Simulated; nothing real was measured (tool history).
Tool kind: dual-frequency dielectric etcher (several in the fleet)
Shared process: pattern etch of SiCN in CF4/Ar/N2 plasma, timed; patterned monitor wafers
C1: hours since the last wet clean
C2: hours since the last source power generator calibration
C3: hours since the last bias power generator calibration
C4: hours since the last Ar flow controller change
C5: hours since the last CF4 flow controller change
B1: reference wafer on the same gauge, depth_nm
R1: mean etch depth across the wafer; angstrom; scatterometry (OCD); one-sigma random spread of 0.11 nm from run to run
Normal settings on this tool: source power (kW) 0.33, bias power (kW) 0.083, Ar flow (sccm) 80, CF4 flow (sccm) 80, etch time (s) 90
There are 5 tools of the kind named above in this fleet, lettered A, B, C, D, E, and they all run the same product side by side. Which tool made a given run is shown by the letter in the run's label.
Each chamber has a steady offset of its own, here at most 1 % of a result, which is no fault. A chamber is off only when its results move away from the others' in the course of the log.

run 1C hour=4.7 | source_power_(kW)=0.33 bias_power_(kW)=0.083 Ar_flow_(sccm)=80 CF4_flow_(sccm)=80 etch_time_(s)=90 | C1=39.8 C2=2104.8 C3=2364.7 C4=3247 C5=1368.8 | B1=77.877 | R1=650.41
run 2E hour=11.2 | source_power_(kW)=0.33 bias_power_(kW)=0.083 Ar_flow_(sccm)=80 CF4_flow_(sccm)=80 etch_time_(s)=90 | C1=97.8 C2=333.3 C3=3053.7 C4=1113.4 C5=1448.1 | B1=77.887 | R1=650.2
run 3B hour=20.9 | source_power_(kW)=0.33 bias_power_(kW)=0.083 Ar_flow_(sccm)=80 CF4_flow_(sccm)=80 etch_time_(s)=90 | C1=315.1 C2=289.8 C3=2242.2 C4=473.1 C5=4481.8 | B1=77.973 | R1=651.06
-- hour=28.9 chamber D: bias power generator calibrated
run 4A hour=29.3 | source_power_(kW)=0.33 bias_power_(kW)=0.083 Ar_flow_(sccm)=80 CF4_flow_(sccm)=80 etch_time_(s)=90 | C1=335.3 C2=1315.6 C3=555.1 C4=3295.5 C5=2170.3 | B1=77.96 | R1=648.37
run 5D hour=33.9 | source_power_(kW)=0.33 bias_power_(kW)=0.083 Ar_flow_(sccm)=80 CF4_flow_(sccm)=80 etch_time_(s)=90 | C1=291.3 C2=719.9 C3=5 C4=1633 C5=186.1 | B1=77.968 | R1=657.01
run 6B hour=43.2 | source_power_(kW)=0.33 bias_power_(kW)=0.083 Ar_flow_(sccm)=80 CF4_flow_(sccm)=80 etch_time_(s)=90 | C1=337.4 C2=312.1 C3=2264.5 C4=495.4 C5=4504.1 | B1=77.976 | R1=650.77
run 7E hour=47.5 | source_power_(kW)=0.33 bias_power_(kW)=0.083 Ar_flow_(sccm)=80 CF4_flow_(sccm)=80 etch_time_(s)=90 | C1=134.1 C2=369.6 C3=3090 C4=1149.7 C5=1484.4 | B1=77.964 | R1=652.03
run 8A hour=55.6 | source_power_(kW)=0.33 bias_power_(kW)=0.07 Ar_flow_(sccm)=80 CF4_flow_(sccm)=80 etch_time_(s)=90 | C1=361.6 C2=1341.9 C3=581.4 C4=3321.8 C5=2196.6 | B1=77.992 | R1=610.77
run 9D hour=61.2 | source_power_(kW)=0.33 bias_power_(kW)=0.07 Ar_flow_(sccm)=80 CF4_flow_(sccm)=80 etch_time_(s)=90 | C1=318.6 C2=747.2 C3=32.3 C4=1660.3 C5=213.4 | B1=78.025 | R1=618.66
run 10C hour=68.4 | source_power_(kW)=0.33 bias_power_(kW)=0.07 Ar_flow_(sccm)=80 CF4_flow_(sccm)=80 etch_time_(s)=90 | C1=103.5 C2=2168.5 C3=2428.4 C4=3310.7 C5=1432.5 | B1=78.009 | R1=615.93
run 11E hour=77.8 | source_power_(kW)=0.33 bias_power_(kW)=0.07 Ar_flow_(sccm)=80 CF4_flow_(sccm)=80 etch_time_(s)=90 | C1=164.4 C2=399.9 C3=3120.3 C4=1180 C5=1514.7 | B1=78.068 | R1=614.71
run 12B hour=84.6 | source_power_(kW)=0.33 bias_power_(kW)=0.07 Ar_flow_(sccm)=80 CF4_flow_(sccm)=80 etch_time_(s)=90 | C1=378.8 C2=353.5 C3=2305.9 C4=536.8 C5=4545.5 | B1=78.094 | R1=614.85
run 13D hour=90.5 | source_power_(kW)=0.33 bias_power_(kW)=0.083 Ar_flow_(sccm)=80 CF4_flow_(sccm)=80 etch_time_(s)=90 | C1=347.9 C2=776.5 C3=61.6 C4=1689.6 C5=242.7 | B1=78.069 | R1=656.2
-- hour=96.6 chamber B: bias power generator calibrated
run 14C hour=98.5 | source_power_(kW)=0.33 bias_power_(kW)=0.083 Ar_flow_(sccm)=80 CF4_flow_(sccm)=80 etch_time_(s)=90 | C1=133.6 C2=2198.6 C3=2458.5 C4=3340.8 C5=1462.6 | B1=78.085 | R1=651.86
run 15A hour=103.9 | source_power_(kW)=0.33 bias_power_(kW)=0.083 Ar_flow_(sccm)=80 CF4_flow_(sccm)=80 etch_time_(s)=90 | C1=409.9 C2=1390.2 C3=629.7 C4=3370.1 C5=2244.9 | B1=78.09 | R1=648.84
run 16A hour=113.5 | source_power_(kW)=0.33 bias_power_(kW)=0.083 Ar_flow_(sccm)=80 CF4_flow_(sccm)=80 etch_time_(s)=90 | C1=419.5 C2=1399.8 C3=639.3 C4=3379.7 C5=2254.5 | B1=78.109 | R1=649.55
run 17C hour=122.3 | source_power_(kW)=0.33 bias_power_(kW)=0.083 Ar_flow_(sccm)=80 CF4_flow_(sccm)=80 etch_time_(s)=90 | C1=157.4 C2=2222.4 C3=2482.3 C4=3364.6 C5=1486.4 | B1=78.128 | R1=652.94
run 18E hour=130.6 | source_power_(kW)=0.33 bias_power_(kW)=0.083 Ar_flow_(sccm)=80 CF4_flow_(sccm)=80 etch_time_(s)=90 | C1=217.2 C2=452.7 C3=3173.1 C4=1232.8 C5=1567.5 | B1=78.176 | R1=649.19
-- hour=134.4 chamber B: CF4 flow controller replaced
run 19B hour=136.1 | source_power_(kW)=0.33 bias_power_(kW)=0.083 Ar_flow_(sccm)=80 CF4_flow_(sccm)=80 etch_time_(s)=90 | C1=430.3 C2=405 C3=39.6 C4=588.3 C5=1.8 | B1=78.159 | R1=653.34
run 20D hour=145.1 | source_power_(kW)=0.33 bias_power_(kW)=0.083 Ar_flow_(sccm)=80 CF4_flow_(sccm)=80 etch_time_(s)=90 | C1=402.5 C2=831.1 C3=116.2 C4=1744.2 C5=297.3 | B1=78.129 | R1=658.24
run 21B hour=151.8 | source_power_(kW)=0.33 bias_power_(kW)=0.083 Ar_flow_(sccm)=80 CF4_flow_(sccm)=80 etch_time_(s)=90 | C1=446 C2=420.7 C3=55.3 C4=604 C5=17.5 | B1=78.192 | R1=651.5
run 22A hour=160.6 | source_power_(kW)=0.4 bias_power_(kW)=0.083 Ar_flow_(sccm)=80 CF4_flow_(sccm)=80 etch_time_(s)=75.5 | C1=466.6 C2=1446.9 C3=686.4 C4=3426.8 C5=2301.6 | B1=78.197 | R1=646.76
run 23D hour=165.1 | source_power_(kW)=0.4 bias_power_(kW)=0.083 Ar_flow_(sccm)=80 CF4_flow_(sccm)=80 etch_time_(s)=75.5 | C1=422.5 C2=851.1 C3=136.2 C4=1764.2 C5=317.3 | B1=78.149 | R1=653.25
run 24C hour=174.7 | source_power_(kW)=0.4 bias_power_(kW)=0.083 Ar_flow_(sccm)=80 CF4_flow_(sccm)=80 etch_time_(s)=75.5 | C1=209.8 C2=2274.8 C3=2534.7 C4=3417 C5=1538.8 | B1=78.232 | R1=647.4
-- hour=180.9 chamber A: wet clean of the chamber
run 25E hour=182.5 | source_power_(kW)=0.4 bias_power_(kW)=0.083 Ar_flow_(sccm)=80 CF4_flow_(sccm)=80 etch_time_(s)=75.5 | C1=269.1 C2=504.6 C3=3225 C4=1284.7 C5=1619.4 | B1=78.231 | R1=648.83
run 26E hour=191.8 | source_power_(kW)=0.4 bias_power_(kW)=0.083 Ar_flow_(sccm)=80 CF4_flow_(sccm)=80 etch_time_(s)=75.5 | C1=278.4 C2=513.9 C3=3234.3 C4=1294 C5=1628.7 | B1=78.252 | R1=647.93
run 27A hour=199.2 | source_power_(kW)=0.33 bias_power_(kW)=0.083 Ar_flow_(sccm)=80 CF4_flow_(sccm)=80 etch_time_(s)=90 | C1=18.4 C2=1485.5 C3=725 C4=3465.4 C5=2340.2 | B1=78.24 | R1=651.6
run 28B hour=207.7 | source_power_(kW)=0.33 bias_power_(kW)=0.07 Ar_flow_(sccm)=80 CF4_flow_(sccm)=80 etch_time_(s)=90 | C1=501.9 C2=476.6 C3=111.2 C4=659.9 C5=73.4 | B1=78.307 | R1=615.36
run 29C hour=217.1 | source_power_(kW)=0.33 bias_power_(kW)=0.07 Ar_flow_(sccm)=80 CF4_flow_(sccm)=80 etch_time_(s)=90 | C1=252.2 C2=2317.2 C3=2577.1 C4=3459.4 C5=1581.2 | B1=78.323 | R1=619.11
run 30D hour=224.3 | source_power_(kW)=0.33 bias_power_(kW)=0.07 Ar_flow_(sccm)=80 CF4_flow_(sccm)=80 etch_time_(s)=90 | C1=481.7 C2=910.3 C3=195.4 C4=1823.4 C5=376.5 | B1=78.319 | R1=623.18
run 31D hour=233.9 | source_power_(kW)=0.33 bias_power_(kW)=0.07 Ar_flow_(sccm)=80 CF4_flow_(sccm)=80 etch_time_(s)=90 | C1=491.3 C2=919.9 C3=205 C4=1833 C5=386.1 | B1=78.331 | R1=622.08
run 32C hour=240.5 | source_power_(kW)=0.33 bias_power_(kW)=0.07 Ar_flow_(sccm)=80 CF4_flow_(sccm)=80 etch_time_(s)=90 | C1=275.6 C2=2340.6 C3=2600.5 C4=3482.8 C5=1604.6 | B1=78.308 | R1=618.25
run 33A hour=246.2 | source_power_(kW)=0.33 bias_power_(kW)=0.083 Ar_flow_(sccm)=80 CF4_flow_(sccm)=80 etch_time_(s)=90 | C1=65.4 C2=1532.5 C3=772 C4=3512.4 C5=2387.2 | B1=78.374 | R1=651.03
run 34B hour=251.5 | source_power_(kW)=0.33 bias_power_(kW)=0.083 Ar_flow_(sccm)=80 CF4_flow_(sccm)=80 etch_time_(s)=90 | C1=545.7 C2=520.4 C3=155 C4=703.7 C5=117.2 | B1=78.37 | R1=653.01
run 35E hour=257 | source_power_(kW)=0.33 bias_power_(kW)=0.083 Ar_flow_(sccm)=80 CF4_flow_(sccm)=80 etch_time_(s)=90 | C1=343.6 C2=579.1 C3=3299.5 C4=1359.2 C5=1693.9 | B1=78.397 | R1=652.41
-- hour=258.5 chamber D: wet clean of the chamber
run 36C hour=261.4 | source_power_(kW)=0.33 bias_power_(kW)=0.067 Ar_flow_(sccm)=80 CF4_flow_(sccm)=89 etch_time_(s)=90 | C1=296.5 C2=2361.5 C3=2621.4 C4=3503.7 C5=1625.5 | B1=78.406 | R1=617.18
-- hour=266.9 chamber B: wet clean of the chamber
run 37D hour=270.9 | source_power_(kW)=0.33 bias_power_(kW)=0.067 Ar_flow_(sccm)=80 CF4_flow_(sccm)=89 etch_time_(s)=90 | C1=12.5 C2=956.9 C3=242 C4=1870 C5=423.1 | B1=78.403 | R1=621.82
run 38E hour=280.1 | source_power_(kW)=0.33 bias_power_(kW)=0.067 Ar_flow_(sccm)=80 CF4_flow_(sccm)=89 etch_time_(s)=90 | C1=366.7 C2=602.2 C3=3322.6 C4=1382.3 C5=1717 | B1=78.433 | R1=617.94
run 39A hour=284.9 | source_power_(kW)=0.33 bias_power_(kW)=0.067 Ar_flow_(sccm)=80 CF4_flow_(sccm)=89 etch_time_(s)=90 | C1=104.1 C2=1571.2 C3=810.7 C4=3551.1 C5=2425.9 | B1=78.434 | R1=615.95
run 40B hour=293 | source_power_(kW)=0.33 bias_power_(kW)=0.067 Ar_flow_(sccm)=80 CF4_flow_(sccm)=89 etch_time_(s)=90 | C1=26.1 C2=561.9 C3=196.5 C4=745.2 C5=158.7 | B1=78.445 | R1=616.73

Which is it: a chamber that has drifted or been left off by a service, a gauge drift common to all chambers, or only each chamber's usual small offset? If a chamber is off, name it and its likeliest cause.

None of the chambers is off. What moves is the gauge, dragging all their readings along together.
Most likely cause: gauge reads high (%) = 0.714.
